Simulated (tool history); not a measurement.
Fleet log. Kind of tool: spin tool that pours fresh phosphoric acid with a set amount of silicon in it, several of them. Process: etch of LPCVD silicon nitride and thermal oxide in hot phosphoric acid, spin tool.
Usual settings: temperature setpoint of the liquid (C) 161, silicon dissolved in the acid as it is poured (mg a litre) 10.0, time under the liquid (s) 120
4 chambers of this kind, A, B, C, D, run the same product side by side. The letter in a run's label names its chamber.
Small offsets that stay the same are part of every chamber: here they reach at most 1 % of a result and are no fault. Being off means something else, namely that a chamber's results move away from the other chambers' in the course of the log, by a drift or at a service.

run	hour	temperature setpoint of the liquid (C)	silicon dissolved in the acid as it is poured (mg a litre)	time under the liquid (s)	hours since the thermometer was replaced	hours since the dissolved silicon flow meter was replaced	hours since the heated supply line was repaired	read-back film thickness of the LPCVD silicon nitride reference wafer, read on the same gauge (nm)	read-back film thickness of the thermal oxide reference wafer, read on the same gauge (nm)	thickness taken off the LPCVD silicon nitride on a monitor wafer (nm)	thickness taken off the thermal oxide on a monitor wafer (nm)
1A	8.2	161	10.0	120	288.8	1629.2	1394.7	99.978	100.030	9.4220	0.29470
2B	20.7	161	10.0	120	696.1	1675.9	369.0	100.010	99.980	9.4449	0.28882
3D	29.1	161	10.0	120	3078.5	84.5	139.5	100.040	100.020	9.3399	0.29336
4C	43.5	161	10.0	120	1103.8	853.7	1240.8	99.996	100.000	9.4298	0.26201
5D	58.1	161	10.0	120	3107.5	113.5	168.5	99.962	99.988	9.3152	0.26791
6C	66.2	161	10.0	120	1126.5	876.4	1263.5	100.000	99.977	9.5517	0.28545
7B	77.0	161	10.0	120	752.4	1732.2	425.3	100.010	100.040	9.3879	0.30088
8A	84.8	161	10.0	120	365.4	1705.8	1471.3	100.060	99.996	9.3468	0.28194
9C	99.8	161	10.0	120	1160.1	910.0	1297.1	99.990	99.988	9.4501	0.31974
10D	108.7	161	10.0	120	3158.1	164.1	219.1	99.991	100.010	9.3758	0.26086
# hour 118.3: chamber C: heated supply line repaired
11B	122.0	161	10.0	120	797.4	1777.2	470.3	99.951	100.000	9.3903	0.24750
12A	129.8	161	10.0	120	410.4	1750.8	1516.3	100.000	100.020	9.4410	0.25705
13A	144.6	161	10.0	120	425.2	1765.6	1531.1	100.020	99.972	9.4817	0.25256
14C	156.7	162	7.0	120	1217.0	966.9	38.4	99.994	100.000	9.7613	0.33239
15D	166.2	162	7.0	120	3215.6	221.6	276.6	100.050	100.010	9.6958	0.25751
# hour 176.0: chamber D: thermometer replaced
16B	178.2	162	7.0	120	853.6	1833.4	526.5	99.982	100.010	9.7122	0.34122
17B	192.3	162	7.0	120	867.7	1847.5	540.6	99.952	100.060	9.7127	0.35039
18D	204.1	161	10.0	120	28.1	259.5	314.5	100.030	100.020	9.3914	0.27072
19C	215.9	161	10.0	120	1276.2	1026.1	97.6	99.986	100.000	9.1894	0.26636
# hour 217.7: chamber B: dissolved silicon flow meter replaced
20A	227.5	161	10.0	120	508.1	1848.5	1614.0	100.010	100.010	9.4126	0.26216
21C	242.0	161	10.0	60	1302.3	1052.2	123.7	100.020	99.995	4.6190	0.14793
22B	253.2	161	10.0	60	928.6	35.5	601.5	99.999	100.010	4.6661	0.14659
23D	265.3	161	10.0	60	89.3	320.7	375.7	100.020	100.000	4.7056	0.15198
24A	271.8	161	10.0	60	552.4	1892.8	1658.3	100.010	99.974	4.6917	0.13749
25B	279.6	161	10.0	120	955.0	61.9	627.9	100.040	100.010	9.4531	0.30554
26D	286.9	161	10.0	120	110.9	342.3	397.3	100.000	99.963	9.3221	0.32085
27C	296.8	161	3.0	120	1357.1	1107.0	178.5	100.030	99.966	9.0912	0.30349
28A	304.4	161	3.0	120	585.0	1925.4	1690.9	100.000	100.020	9.3631	0.31449
29B	317.3	161	3.0	120	992.7	99.6	665.6	99.978	100.030	9.3919	0.33054
30C	324.1	161	3.0	120	1384.4	1134.3	205.8	99.991	99.979	9.1005	0.28600
31A	338.2	161	10.0	120	618.8	1959.2	1724.7	100.030	99.997	9.5202	0.28546
32D	345.0	161	2.5	90	169.0	400.4	455.4	100.020	99.974	7.0134	0.24511
33C	353.6	161	2.5	90	1413.9	1163.8	235.3	99.984	99.986	6.7925	0.22458
34D	361.8	161	2.5	90	185.8	417.2	472.2	99.988	99.976	6.9895	0.23137
35A	375.1	161	2.5	90	655.7	1996.1	1761.6	100.000	100.020	7.0653	0.24544
36B	385.1	161	10.0	120	1060.5	167.4	733.4	100.020	100.010	9.3387	0.29352

All 4 chambers run these settings next. Forecast each chamber's results:
37A	396.0	161	10.0	120						?	?
37B	396.0	161	10.0	120						?	?
37C	396.0	161	10.0	120						?	?
37D	396.0	161	10.0	120						?	?

run	thickness taken off the LPCVD silicon nitride on a monitor wafer (nm)	thickness taken off the thermal oxide on a monitor wafer (nm)
37A	9.4700	0.26810
37B	9.3304	0.26628
37C	8.8349	0.29863
37D	9.3035	0.29915
